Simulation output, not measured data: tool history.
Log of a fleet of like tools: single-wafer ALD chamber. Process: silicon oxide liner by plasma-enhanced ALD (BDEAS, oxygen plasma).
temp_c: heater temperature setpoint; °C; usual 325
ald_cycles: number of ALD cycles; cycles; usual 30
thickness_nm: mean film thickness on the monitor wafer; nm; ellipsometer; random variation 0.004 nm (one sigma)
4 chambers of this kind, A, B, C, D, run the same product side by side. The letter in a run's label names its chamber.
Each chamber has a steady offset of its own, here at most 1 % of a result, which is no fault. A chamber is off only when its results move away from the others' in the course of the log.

| run | hour | temp_c | ald_cycles | hours since the last thermocouple change | read-back reference wafer on the same gauge, thickness_nm | thickness_nm |
|---|---|---|---|---|---|---|
| 1C | 10.4 | 325 | 30 | 213.5 | 3.0286 | 2.6917 |
| 2D | 19.8 | 325 | 30 | 1518.3 | 3.0289 | 2.6768 |
| 3A | 31.2 | 325 | 30 | 257.6 | 3.0288 | 2.6763 |
| 4B | 37.9 | 325 | 30 | 974.5 | 3.0295 | 2.6842 |
|  | 41.4 | chamber D: thermocouple changed; heater temperature recalibrated |
| 5B | 45.6 | 325 | 33 | 982.2 | 3.0273 | 2.9465 |
| 6C | 52.6 | 325 | 33 | 255.7 | 3.0282 | 2.9511 |
| 7D | 65.7 | 325 | 33 | 24.3 | 3.0274 | 2.9387 |
| 8A | 77.1 | 325 | 33 | 303.5 | 3.0263 | 2.9372 |
| 9B | 89.8 | 325 | 30 | 1026.4 | 3.0269 | 2.6739 |
| 10A | 102.9 | 325 | 30 | 329.3 | 3.0261 | 2.6763 |
| 11D | 109.4 | 325 | 30 | 68 | 3.025 | 2.6709 |
| 12C | 118 | 333 | 30 | 321.1 | 3.0239 | 2.6468 |
| 13B | 130.1 | 333 | 30 | 1066.7 | 3.0241 | 2.6437 |
| 14A | 137.9 | 333 | 30 | 364.3 | 3.0239 | 2.6356 |
| 15C | 148.8 | 333 | 30 | 351.9 | 3.0233 | 2.6496 |
| 16D | 154.5 | 325 | 30 | 113.1 | 3.0232 | 2.674 |
| 17C | 167.5 | 325 | 30 | 370.6 | 3.0226 | 2.6748 |
| 18D | 174.8 | 325 | 30 | 133.4 | 3.0229 | 2.671 |
| 19B | 187.4 | 325 | 30 | 1124 | 3.0222 | 2.6813 |
| 20A | 199.9 | 325 | 30 | 426.3 | 3.0225 | 2.6626 |
| 21B | 205.9 | 325 | 30 | 1142.5 | 3.0215 | 2.6761 |
| 22A | 219 | 325 | 30 | 445.4 | 3.0204 | 2.6705 |
| 23D | 231.6 | 325 | 30 | 190.2 | 3.021 | 2.6624 |
| 24C | 238.1 | 325 | 30 | 441.2 | 3.0196 | 2.6746 |
| 25A | 247.2 | 331 | 30 | 473.6 | 3.019 | 2.6413 |
| 26D | 256 | 331 | 30 | 214.6 | 3.0186 | 2.6392 |
| 27B | 267.6 | 331 | 30 | 1204.2 | 3.0178 | 2.6465 |
| 28C | 277.6 | 331 | 30 | 480.7 | 3.0177 | 2.6487 |
| 29B | 290 | 325 | 30 | 1226.6 | 3.0164 | 2.6686 |
| 30C | 298.7 | 325 | 30 | 501.8 | 3.0173 | 2.6717 |
| 31A | 309.5 | 325 | 30 | 535.9 | 3.0172 | 2.6623 |
| 32D | 322.3 | 325 | 30 | 280.9 | 3.0163 | 2.6609 |
| 33A | 331.3 | 325 | 30 | 557.7 | 3.0153 | 2.6733 |
| 34D | 344.3 | 325 | 30 | 302.9 | 3.016 | 2.6595 |
| 35B | 350.1 | 325 | 30 | 1286.7 | 3.0153 | 2.6622 |
| 36C | 357.2 | 319 | 30 | 560.3 | 3.0139 | 2.6977 |
| 37C | 369.4 | 319 | 30 | 572.5 | 3.014 | 2.6951 |
| 38B | 381 | 319 | 30 | 1317.6 | 3.0149 | 2.6843 |
| 39D | 388.9 | 319 | 30 | 347.5 | 3.0127 | 2.6806 |
| 40A | 399.4 | 325 | 30 | 625.8 | 3.0138 | 2.6562 |
| 41D | 409.7 | 325 | 30 | 368.3 | 3.0119 | 2.6613 |
| 42A | 419.6 | 325 | 30 | 646 | 3.0119 | 2.6619 |

Next, every chamber runs the same settings. What will each give?
| 43A | 429 | 325 | 30 |  |  | ? |
| 43B | 429 | 325 | 30 |  |  | ? |
| 43C | 429 | 325 | 30 |  |  | ? |
| 43D | 429 | 325 | 30 |  |  | ? |

| run | thickness_nm |
|---|---|
| 43A | 2.6611 |
| 43B | 2.6579 |
| 43C | 2.6757 |
| 43D | 2.6536 |

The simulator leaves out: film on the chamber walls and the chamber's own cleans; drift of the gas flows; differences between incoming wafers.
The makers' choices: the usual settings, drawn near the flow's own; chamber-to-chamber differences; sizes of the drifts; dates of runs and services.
